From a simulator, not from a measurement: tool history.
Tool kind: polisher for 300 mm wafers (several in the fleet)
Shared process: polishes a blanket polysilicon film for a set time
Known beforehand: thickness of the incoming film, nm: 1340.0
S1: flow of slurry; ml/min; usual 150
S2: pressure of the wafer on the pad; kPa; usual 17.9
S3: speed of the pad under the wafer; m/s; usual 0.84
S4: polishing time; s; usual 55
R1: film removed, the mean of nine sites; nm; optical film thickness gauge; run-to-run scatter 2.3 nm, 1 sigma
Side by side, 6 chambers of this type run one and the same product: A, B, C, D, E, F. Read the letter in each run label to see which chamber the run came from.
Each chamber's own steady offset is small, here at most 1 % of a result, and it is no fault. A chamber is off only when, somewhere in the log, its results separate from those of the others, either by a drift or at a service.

run,hour,S1,S2,S3,S4,R1
1F,11.9,150,17.9,0.84,55,294.11
2C,18.0,150,17.9,0.84,55,292.16
# hour 22.0: chamber A: worn pad replaced by a new one
3D,24.5,150,17.9,0.84,55,289.39
# hour 25.0: chamber F: worn pad replaced by a new one
# hour 27.4: chamber C: worn pad replaced by a new one
# hour 29.8: chamber E: slurry nozzle cleaned
4B,30.8,150,17.9,0.84,55,289.71
# hour 33.1: chamber F: head pressure recalibrated
5E,41.7,150,17.9,0.84,45,240.06
# hour 44.7: chamber A: slurry nozzle cleaned
6A,47.2,150,17.9,0.84,45,241.49
# hour 50.6: chamber E: worn pad replaced by a new one
# hour 55.2: chamber D: worn pad replaced by a new one
7E,55.8,150,17.9,0.84,45,238.92
8A,63.9,150,17.9,0.84,45,241.06
9B,69.2,150,17.9,0.84,45,240.80
10F,77.0,150,17.9,0.84,45,239.21
11C,84.3,150,17.9,0.84,55,285.98
# hour 88.5: chamber B: worn pad replaced by a new one
# hour 91.3: chamber A: worn pad replaced by a new one
12D,93.7,150,17.9,0.84,55,294.25
# hour 99.9: chamber C: worn pad replaced by a new one
# hour 99.9: chamber F: worn pad replaced by a new one
13C,103.2,150,17.9,0.84,55,289.68
14B,114.5,150,17.9,0.84,55,294.14
# hour 116.5: chamber D: head pressure recalibrated
15A,120.0,150,17.9,0.84,55,292.79
16D,125.9,150,17.9,0.84,55,292.77
# hour 129.2: chamber E: worn pad replaced by a new one
17F,135.9,150,17.9,0.84,55,293.87
# hour 141.7: chamber D: worn pad replaced by a new one
18E,146.2,150,17.9,0.84,38,203.39
19D,154.9,150,17.9,0.84,38,199.46
# hour 160.1: chamber A: worn pad replaced by a new one
20C,161.4,150,17.9,0.84,38,201.34
# hour 162.1: chamber C: worn pad replaced by a new one
21B,166.8,150,17.9,0.84,38,201.37
# hour 172.5: chamber B: worn pad replaced by a new one
22A,174.8,150,17.9,0.84,38,203.64
23F,179.9,150,17.9,0.84,38,200.39
# hour 180.6: chamber F: worn pad replaced by a new one
24E,188.6,150,17.9,0.84,55,291.62
25D,195.2,150,17.9,0.84,55,291.01
# hour 199.3: chamber B: head pressure recalibrated
26A,204.4,150,17.9,0.84,55,293.83
# hour 211.8: chamber B: slurry nozzle cleaned
# hour 213.9: chamber C: head pressure recalibrated
27F,216.1,150,17.9,0.84,55,293.04
# hour 225.6: chamber E: worn pad replaced by a new one
28B,226.3,195,12.4,0.84,55,213.61
# hour 227.4: chamber C: worn pad replaced by a new one
# hour 231.9: chamber A: worn pad replaced by a new one
29E,235.8,195,12.4,0.84,55,207.00
# hour 243.3: chamber D: worn pad replaced by a new one
30C,245.5,195,12.4,0.84,55,209.10
31F,251.3,195,12.4,0.84,55,211.28
# hour 256.9: chamber B: worn pad replaced by a new one
32A,258.6,195,12.4,0.84,55,209.89
# hour 265.9: chamber F: worn pad replaced by a new one
33E,267.3,195,12.4,0.84,55,209.10
34C,273.3,150,17.9,0.60,70,267.41
35D,282.2,150,17.9,0.60,70,265.09
36B,288.3,150,17.9,0.60,70,268.90
# hour 291.3: chamber E: slurry nozzle cleaned
37F,295.4,150,17.9,0.60,70,264.43
# hour 302.5: chamber C: worn pad replaced by a new one
# hour 305.2: chamber A: worn pad replaced by a new one
38C,306.5,150,17.9,0.60,70,261.91
39E,313.2,150,17.9,0.60,70,263.17
40B,322.5,150,17.9,0.84,55,289.73
41A,332.9,150,17.9,0.84,69,365.88
# hour 338.9: chamber B: worn pad replaced by a new one
42D,339.8,150,17.9,0.84,69,365.61
43B,350.2,150,17.9,0.84,69,361.84

Predict what each chamber gives when all 6 of them run the settings below next.
44A,358.7,150,22.1,0.84,55,?
44B,358.7,150,22.1,0.84,55,?
44C,358.7,150,22.1,0.84,55,?
44D,358.7,150,22.1,0.84,55,?
44E,358.7,150,22.1,0.84,55,?
44F,358.7,150,22.1,0.84,55,?

run,R1
44A,363.69
44B,357.48
44C,354.80
44D,361.05
44E,367.56
44F,361.76

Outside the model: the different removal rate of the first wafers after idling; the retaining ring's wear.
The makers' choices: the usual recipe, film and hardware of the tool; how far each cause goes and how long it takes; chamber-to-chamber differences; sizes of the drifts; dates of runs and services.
